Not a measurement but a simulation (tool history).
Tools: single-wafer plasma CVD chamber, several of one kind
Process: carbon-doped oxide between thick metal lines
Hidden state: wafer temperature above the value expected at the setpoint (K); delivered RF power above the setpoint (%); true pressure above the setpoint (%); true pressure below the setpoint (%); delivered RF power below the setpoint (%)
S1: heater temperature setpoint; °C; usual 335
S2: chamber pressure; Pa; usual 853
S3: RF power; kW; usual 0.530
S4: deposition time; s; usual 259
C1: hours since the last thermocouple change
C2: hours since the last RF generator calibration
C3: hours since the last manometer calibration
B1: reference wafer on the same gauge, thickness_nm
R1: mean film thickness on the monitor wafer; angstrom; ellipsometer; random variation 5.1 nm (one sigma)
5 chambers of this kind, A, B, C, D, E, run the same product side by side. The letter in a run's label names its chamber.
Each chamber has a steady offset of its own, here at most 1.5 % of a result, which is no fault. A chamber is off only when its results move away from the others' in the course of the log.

{"run": "1C", "hour": 4.2, "S1": 335, "S2": 853, "S3": 0.53, "S4": 259, "C1": 952.4, "C2": 64.0, "C3": 406.6, "B1": 1239.8, "R1": 14640}
{"run": "2E", "hour": 7.5, "S1": 335, "S2": 853, "S3": 0.53, "S4": 259, "C1": 555.8, "C2": 684.5, "C3": 2669.9, "B1": 1239.5, "R1": 14821}
{"run": "3A", "hour": 12.3, "S1": 335, "S2": 853, "S3": 0.53, "S4": 259, "C1": 1788.8, "C2": 1087.6, "C3": 964.3, "B1": 1240.9, "R1": 14451}
{"run": "4D", "hour": 16.8, "S1": 335, "S2": 853, "S3": 0.53, "S4": 259, "C1": 3266.3, "C2": 614.5, "C3": 2842.3, "B1": 1239.3, "R1": 14565}
{"run": "5B", "hour": 21.1, "S1": 335, "S2": 853, "S3": 0.53, "S4": 259, "C1": 1319.8, "C2": 717.1, "C3": 1122.8, "B1": 1239.9, "R1": 14555}
{"run": "6A", "hour": 25.3, "S1": 335, "S2": 853, "S3": 0.53, "S4": 259, "C1": 1801.8, "C2": 1100.6, "C3": 977.3, "B1": 1239.6, "R1": 14395}
{"run": "7C", "hour": 28.6, "S1": 335, "S2": 853, "S3": 0.53, "S4": 259, "C1": 976.8, "C2": 88.4, "C3": 431.0, "B1": 1239.5, "R1": 14740}
{"run": "8D", "hour": 32.4, "S1": 335, "S2": 853, "S3": 0.53, "S4": 259, "C1": 3281.9, "C2": 630.1, "C3": 2857.9, "B1": 1240.0, "R1": 14453}
{"run": "9B", "hour": 34.8, "S1": 335, "S2": 853, "S3": 0.53, "S4": 259, "C1": 1333.5, "C2": 730.8, "C3": 1136.5, "B1": 1240.5, "R1": 14533}
{"run": "10E", "hour": 37.6, "S1": 335, "S2": 853, "S3": 0.53, "S4": 259, "C1": 585.9, "C2": 714.6, "C3": 2700.0, "B1": 1240.4, "R1": 14712}
{"run": "11E", "hour": 39.8, "S1": 335, "S2": 853, "S3": 0.53, "S4": 259, "C1": 588.1, "C2": 716.8, "C3": 2702.2, "B1": 1240.7, "R1": 14611}
{"run": "12B", "hour": 42.2, "S1": 348, "S2": 853, "S3": 0.53, "S4": 241, "C1": 1340.9, "C2": 738.2, "C3": 1143.9, "B1": 1240.1, "R1": 13065}
{"run": "13C", "hour": 46.9, "S1": 348, "S2": 853, "S3": 0.53, "S4": 241, "C1": 995.1, "C2": 106.7, "C3": 449.3, "B1": 1239.4, "R1": 13220}
{"run": "14D", "hour": 51.3, "S1": 348, "S2": 853, "S3": 0.53, "S4": 241, "C1": 3300.8, "C2": 649.0, "C3": 2876.8, "B1": 1240.6, "R1": 13016}
{"run": "15A", "hour": 55.9, "S1": 348, "S2": 853, "S3": 0.53, "S4": 241, "C1": 1832.4, "C2": 1131.2, "C3": 1007.9, "B1": 1239.9, "R1": 13025}
{"run": "16B", "hour": 60.2, "S1": 348, "S2": 853, "S3": 0.53, "S4": 241, "C1": 1358.9, "C2": 756.2, "C3": 1161.9, "B1": 1240.4, "R1": 13062}
{"run": "17A", "hour": 64.9, "S1": 335, "S2": 713, "S3": 0.53, "S4": 259, "C1": 1841.4, "C2": 1140.2, "C3": 1016.9, "B1": 1240.0, "R1": 14146}
{"run": "18C", "hour": 68.5, "S1": 335, "S2": 713, "S3": 0.53, "S4": 259, "C1": 1016.7, "C2": 128.3, "C3": 470.9, "B1": 1239.5, "R1": 14463}
{"run": "19E", "hour": 71.7, "S1": 335, "S2": 713, "S3": 0.53, "S4": 259, "C1": 620.0, "C2": 748.7, "C3": 2734.1, "B1": 1240.1, "R1": 14395}
{"run": "20D", "hour": 74.3, "S1": 335, "S2": 713, "S3": 0.53, "S4": 259, "C1": 3323.8, "C2": 672.0, "C3": 2899.8, "B1": 1240.2, "R1": 14243}
{"run": "21B", "hour": 77.5, "S1": 335, "S2": 713, "S3": 0.53, "S4": 259, "C1": 1376.2, "C2": 773.5, "C3": 1179.2, "B1": 1239.0, "R1": 14290}
{"run": "22A", "hour": 79.6, "S1": 335, "S2": 853, "S3": 0.53, "S4": 259, "C1": 1856.1, "C2": 1154.9, "C3": 1031.6, "B1": 1240.3, "R1": 14523}
{"run": "23E", "hour": 81.9, "S1": 335, "S2": 853, "S3": 0.53, "S4": 259, "C1": 630.2, "C2": 758.9, "C3": 2744.3, "B1": 1239.4, "R1": 14768}
{"hour": 86.2, "done": "chamber D: capacitance manometer re-zeroed and calibrated"}
{"run": "24C", "hour": 86.7, "S1": 335, "S2": 853, "S3": 0.53, "S4": 259, "C1": 1034.9, "C2": 146.5, "C3": 489.1, "B1": 1240.1, "R1": 14694}
{"run": "25D", "hour": 91.5, "S1": 335, "S2": 853, "S3": 0.53, "S4": 259, "C1": 3341.0, "C2": 689.2, "C3": 5.4, "B1": 1239.6, "R1": 14406}
{"run": "26C", "hour": 95.6, "S1": 335, "S2": 853, "S3": 0.53, "S4": 259, "C1": 1043.8, "C2": 155.4, "C3": 498.0, "B1": 1240.1, "R1": 14754}
{"run": "27D", "hour": 97.9, "S1": 335, "S2": 1005, "S3": 0.585, "S4": 259, "C1": 3347.4, "C2": 695.6, "C3": 11.8, "B1": 1240.5, "R1": 15516}
{"run": "28A", "hour": 102.1, "S1": 335, "S2": 1005, "S3": 0.585, "S4": 259, "C1": 1878.6, "C2": 1177.4, "C3": 1054.1, "B1": 1240.5, "R1": 15563}
{"run": "29E", "hour": 105.0, "S1": 335, "S2": 1005, "S3": 0.585, "S4": 259, "C1": 653.3, "C2": 782.0, "C3": 2767.4, "B1": 1239.8, "R1": 15760}
{"run": "30B", "hour": 109.2, "S1": 335, "S2": 1005, "S3": 0.585, "S4": 259, "C1": 1407.9, "C2": 805.2, "C3": 1210.9, "B1": 1240.9, "R1": 15639}
{"run": "31E", "hour": 111.3, "S1": 335, "S2": 1005, "S3": 0.585, "S4": 259, "C1": 659.6, "C2": 788.3, "C3": 2773.7, "B1": 1240.8, "R1": 15875}
{"run": "32A", "hour": 114.9, "S1": 335, "S2": 853, "S3": 0.53, "S4": 259, "C1": 1891.4, "C2": 1190.2, "C3": 1066.9, "B1": 1240.2, "R1": 14569}
{"run": "33D", "hour": 119.5, "S1": 335, "S2": 853, "S3": 0.53, "S4": 259, "C1": 3369.0, "C2": 717.2, "C3": 33.4, "B1": 1240.2, "R1": 14513}
{"run": "34B", "hour": 122.7, "S1": 335, "S2": 853, "S3": 0.53, "S4": 259, "C1": 1421.4, "C2": 818.7, "C3": 1224.4, "B1": 1239.1, "R1": 14488}
{"run": "35C", "hour": 127.6, "S1": 335, "S2": 853, "S3": 0.53, "S4": 259, "C1": 1075.8, "C2": 187.4, "C3": 530.0, "B1": 1241.4, "R1": 14741}
{"run": "36C", "hour": 129.7, "S1": 335, "S2": 853, "S3": 0.53, "S4": 259, "C1": 1077.9, "C2": 189.5, "C3": 532.1, "B1": 1239.5, "R1": 14736}
{"run": "37D", "hour": 133.8, "S1": 335, "S2": 853, "S3": 0.53, "S4": 259, "C1": 3383.3, "C2": 731.5, "C3": 47.7, "B1": 1239.7, "R1": 14507}
{"run": "38A", "hour": 136.1, "S1": 335, "S2": 853, "S3": 0.53, "S4": 259, "C1": 1912.6, "C2": 1211.4, "C3": 1088.1, "B1": 1240.4, "R1": 14536}
{"run": "39E", "hour": 140.9, "S1": 335, "S2": 853, "S3": 0.53, "S4": 259, "C1": 689.2, "C2": 817.9, "C3": 2803.3, "B1": 1239.0, "R1": 14821}
{"run": "40B", "hour": 144.7, "S1": 335, "S2": 853, "S3": 0.53, "S4": 259, "C1": 1443.4, "C2": 840.7, "C3": 1246.4, "B1": 1239.7, "R1": 14484}
{"run": "41A", "hour": 147.3, "S1": 335, "S2": 853, "S3": 0.53, "S4": 259, "C1": 1923.8, "C2": 1222.6, "C3": 1099.3, "B1": 1240.3, "R1": 14437}

Next, every chamber runs the same settings. What will each give?
{"run": "42A", "hour": 150.8, "S1": 335, "S2": 853, "S3": 0.53, "S4": 259, "R1": "?"}
{"run": "42B", "hour": 150.8, "S1": 335, "S2": 853, "S3": 0.53, "S4": 259, "R1": "?"}
{"run": "42C", "hour": 150.8, "S1": 335, "S2": 853, "S3": 0.53, "S4": 259, "R1": "?"}
{"run": "42D", "hour": 150.8, "S1": 335, "S2": 853, "S3": 0.53, "S4": 259, "R1": "?"}
{"run": "42E", "hour": 150.8, "S1": 335, "S2": 853, "S3": 0.53, "S4": 259, "R1": "?"}

run=42A R1=14495
run=42B R1=14577
run=42C R1=14781
run=42D R1=14512
run=42E R1=14623
